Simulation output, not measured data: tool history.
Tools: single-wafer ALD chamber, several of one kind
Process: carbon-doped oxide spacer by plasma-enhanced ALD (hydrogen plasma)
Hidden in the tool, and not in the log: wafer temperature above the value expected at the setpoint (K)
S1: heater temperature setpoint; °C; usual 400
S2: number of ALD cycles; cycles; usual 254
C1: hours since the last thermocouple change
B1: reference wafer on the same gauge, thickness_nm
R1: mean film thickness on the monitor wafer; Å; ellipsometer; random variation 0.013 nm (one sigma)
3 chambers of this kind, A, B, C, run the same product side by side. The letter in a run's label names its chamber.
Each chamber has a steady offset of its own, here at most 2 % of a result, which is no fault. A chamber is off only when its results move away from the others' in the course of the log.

run,hour,S1,S2,C1,B1,R1
1A,6.5,400,254,1247.7,14.902,127.01
2B,10.8,400,254,1264.5,14.889,128.88
3C,13.9,400,254,46.7,14.891,128.4
4A,20.1,400,254,1261.3,14.891,126.97
5C,26.2,400,254,59,14.885,128.49
6B,29.1,400,254,1282.8,14.886,128.99
7A,33,400,254,1274.2,14.884,127.2
8C,37.2,400,254,70,14.883,128.56
9B,41.6,400,254,1295.3,14.883,128.81
10B,45.7,400,254,1299.4,14.877,128.6
11C,52.1,400,254,84.9,14.873,128.49
12A,57.5,400,254,1298.7,14.87,126.83
13A,61.5,400,254,1302.7,14.871,126.87
14B,65.3,400,254,1319,14.867,128.82
15C,70.9,400,254,103.7,14.868,128.58
16C,74,400,254,106.8,14.864,128.22
17A,77.5,400,254,1318.7,14.861,126.85
18B,80.5,400,254,1334.2,14.859,128.64
19B,86.3,400,254,1340,14.858,128.59
20A,90.4,400,254,1331.6,14.856,126.73
21C,95.8,400,254,128.6,14.853,128.61
22C,102,400,230,134.8,14.851,116.32
23A,108.1,400,230,1349.3,14.848,114.73
24B,112.1,400,230,1365.8,14.848,116.58
25C,117.9,410,254,150.7,14.843,124.45
26B,123.9,410,254,1377.6,14.838,124.72
27A,128.1,410,254,1369.3,14.833,122.67

Next, every chamber runs the same settings. What will each give?
28A,132.9,412,254,,,?
28B,132.9,412,254,,,?
28C,132.9,412,254,,,?

run,R1
28A,122.09
28B,123.8
28C,123.61
